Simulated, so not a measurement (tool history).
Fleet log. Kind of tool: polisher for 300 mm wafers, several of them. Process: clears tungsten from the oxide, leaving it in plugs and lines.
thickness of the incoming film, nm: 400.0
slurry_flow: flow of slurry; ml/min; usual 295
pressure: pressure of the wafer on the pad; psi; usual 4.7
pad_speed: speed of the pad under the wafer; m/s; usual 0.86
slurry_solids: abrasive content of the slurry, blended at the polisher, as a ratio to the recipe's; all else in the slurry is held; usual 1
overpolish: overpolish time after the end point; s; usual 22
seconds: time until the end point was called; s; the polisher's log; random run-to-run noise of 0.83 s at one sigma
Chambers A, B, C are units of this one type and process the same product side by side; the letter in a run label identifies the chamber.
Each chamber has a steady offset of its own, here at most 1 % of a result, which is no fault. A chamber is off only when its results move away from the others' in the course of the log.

{"run": "1B", "hour": 5.0, "slurry_flow": 295, "pressure": 4.7, "pad_speed": 0.86, "slurry_solids": 1, "overpolish": 22, "seconds": 83.107}
{"hour": 5.9, "done": "chamber A: worn pad replaced by a new one"}
{"hour": 6.5, "done": "chamber A: slurry tank refilled with fresh slurry and peroxide"}
{"hour": 8.8, "done": "chamber A: slurry blender recalibrated"}
{"run": "2C", "hour": 9.8, "slurry_flow": 295, "pressure": 4.7, "pad_speed": 0.86, "slurry_solids": 1, "overpolish": 22, "seconds": 82.97}
{"hour": 13.6, "done": "chamber B: worn pad replaced by a new one"}
{"run": "3A", "hour": 15.2, "slurry_flow": 295, "pressure": 4.7, "pad_speed": 0.86, "slurry_solids": 1, "overpolish": 22, "seconds": 83.875}
{"hour": 17.3, "done": "chamber C: worn pad replaced by a new one"}
{"run": "4B", "hour": 21.0, "slurry_flow": 295, "pressure": 4.7, "pad_speed": 0.86, "slurry_solids": 1, "overpolish": 22, "seconds": 83.111}
{"run": "5A", "hour": 24.5, "slurry_flow": 295, "pressure": 4.7, "pad_speed": 0.86, "slurry_solids": 1, "overpolish": 22, "seconds": 84.428}
{"run": "6C", "hour": 28.5, "slurry_flow": 295, "pressure": 4.7, "pad_speed": 0.86, "slurry_solids": 1, "overpolish": 22, "seconds": 83.744}
{"run": "7C", "hour": 33.1, "slurry_flow": 295, "pressure": 4.7, "pad_speed": 0.86, "slurry_solids": 1, "overpolish": 22, "seconds": 83.925}
{"hour": 35.2, "done": "chamber C: slurry nozzle cleaned"}
{"run": "8B", "hour": 36.2, "slurry_flow": 295, "pressure": 4.7, "pad_speed": 0.86, "slurry_solids": 1, "overpolish": 22, "seconds": 83.06}
{"run": "9A", "hour": 40.2, "slurry_flow": 295, "pressure": 3.8, "pad_speed": 0.62, "slurry_solids": 1, "overpolish": 22, "seconds": 142.74}
{"run": "10B", "hour": 44.2, "slurry_flow": 295, "pressure": 3.8, "pad_speed": 0.62, "slurry_solids": 1, "overpolish": 22, "seconds": 143.57}
{"run": "11C", "hour": 48.4, "slurry_flow": 295, "pressure": 3.8, "pad_speed": 0.62, "slurry_solids": 1, "overpolish": 22, "seconds": 145.19}
{"run": "12A", "hour": 53.7, "slurry_flow": 295, "pressure": 4.7, "pad_speed": 0.86, "slurry_solids": 1, "overpolish": 32, "seconds": 82.2}
{"run": "13B", "hour": 56.7, "slurry_flow": 295, "pressure": 4.7, "pad_speed": 0.86, "slurry_solids": 1, "overpolish": 32, "seconds": 84.016}
{"run": "14C", "hour": 61.5, "slurry_flow": 295, "pressure": 4.7, "pad_speed": 0.86, "slurry_solids": 1, "overpolish": 32, "seconds": 83.719}
{"hour": 63.1, "done": "chamber A: worn pad replaced by a new one"}
{"run": "15A", "hour": 65.6, "slurry_flow": 295, "pressure": 4.7, "pad_speed": 0.86, "slurry_solids": 1, "overpolish": 22, "seconds": 82.919}
{"hour": 69.9, "done": "chamber B: head pressure recalibrated"}
{"run": "16C", "hour": 70.1, "slurry_flow": 295, "pressure": 4.7, "pad_speed": 0.86, "slurry_solids": 1, "overpolish": 22, "seconds": 83.573}
{"hour": 71.1, "done": "chamber A: head pressure recalibrated"}
{"hour": 72.8, "done": "chamber B: slurry tank refilled with fresh slurry and peroxide"}
{"run": "17B", "hour": 75.0, "slurry_flow": 295, "pressure": 5.8, "pad_speed": 1.06, "slurry_solids": 1, "overpolish": 22, "seconds": 55.114}
{"run": "18A", "hour": 80.0, "slurry_flow": 295, "pressure": 5.8, "pad_speed": 1.06, "slurry_solids": 1, "overpolish": 22, "seconds": 49.394}
{"run": "19B", "hour": 83.6, "slurry_flow": 295, "pressure": 5.8, "pad_speed": 1.06, "slurry_solids": 1, "overpolish": 22, "seconds": 55.703}
{"hour": 86.0, "done": "chamber C: slurry tank refilled with fresh slurry and peroxide"}
{"run": "20C", "hour": 88.2, "slurry_flow": 295, "pressure": 4.7, "pad_speed": 0.86, "slurry_solids": 1, "overpolish": 22, "seconds": 84.521}
{"run": "21A", "hour": 92.2, "slurry_flow": 295, "pressure": 4.7, "pad_speed": 0.86, "slurry_solids": 1, "overpolish": 22, "seconds": 74.553}
{"run": "22A", "hour": 96.8, "slurry_flow": 295, "pressure": 4.7, "pad_speed": 0.86, "slurry_solids": 1, "overpolish": 22, "seconds": 74.866}
{"hour": 101.6, "done": "chamber B: worn pad replaced by a new one"}
{"run": "23C", "hour": 102.5, "slurry_flow": 295, "pressure": 4.7, "pad_speed": 0.86, "slurry_solids": 1, "overpolish": 22, "seconds": 84.678}
{"run": "24B", "hour": 108.3, "slurry_flow": 295, "pressure": 4.7, "pad_speed": 0.86, "slurry_solids": 1, "overpolish": 22, "seconds": 82.749}
{"run": "25C", "hour": 111.9, "slurry_flow": 295, "pressure": 4.7, "pad_speed": 0.86, "slurry_solids": 1, "overpolish": 22, "seconds": 83.193}
{"run": "26A", "hour": 115.2, "slurry_flow": 295, "pressure": 4.7, "pad_speed": 0.86, "slurry_solids": 0.8, "overpolish": 28, "seconds": 77.944}
{"hour": 117.4, "done": "chamber A: worn pad replaced by a new one"}
{"run": "27B", "hour": 119.9, "slurry_flow": 295, "pressure": 4.7, "pad_speed": 0.86, "slurry_solids": 0.8, "overpolish": 28, "seconds": 87.449}
{"hour": 121.4, "done": "chamber A: slurry tank refilled with fresh slurry and peroxide"}
{"run": "28C", "hour": 124.6, "slurry_flow": 295, "pressure": 4.7, "pad_speed": 0.86, "slurry_solids": 0.8, "overpolish": 28, "seconds": 87.795}
{"run": "29A", "hour": 128.1, "slurry_flow": 295, "pressure": 4.7, "pad_speed": 0.86, "slurry_solids": 1, "overpolish": 22, "seconds": 75.15}
{"run": "30B", "hour": 133.8, "slurry_flow": 295, "pressure": 4.7, "pad_speed": 0.86, "slurry_solids": 1, "overpolish": 12, "seconds": 83.213}
{"run": "31A", "hour": 139.4, "slurry_flow": 295, "pressure": 4.7, "pad_speed": 0.86, "slurry_solids": 1, "overpolish": 12, "seconds": 73.668}
{"run": "32B", "hour": 142.0, "slurry_flow": 295, "pressure": 4.7, "pad_speed": 0.86, "slurry_solids": 1, "overpolish": 12, "seconds": 83.447}

Next, all 3 chambers run the settings below, one line each with question marks for the results. What does each chamber give?
{"run": "33A", "hour": 146.2, "slurry_flow": 295, "pressure": 4.7, "pad_speed": 0.86, "slurry_solids": 1, "overpolish": 22, "seconds": "?"}
{"run": "33B", "hour": 146.2, "slurry_flow": 295, "pressure": 4.7, "pad_speed": 0.86, "slurry_solids": 1, "overpolish": 22, "seconds": "?"}
{"run": "33C", "hour": 146.2, "slurry_flow": 295, "pressure": 4.7, "pad_speed": 0.86, "slurry_solids": 1, "overpolish": 22, "seconds": "?"}

run=33A seconds=76.113
run=33B seconds=83.611
run=33C seconds=84.434
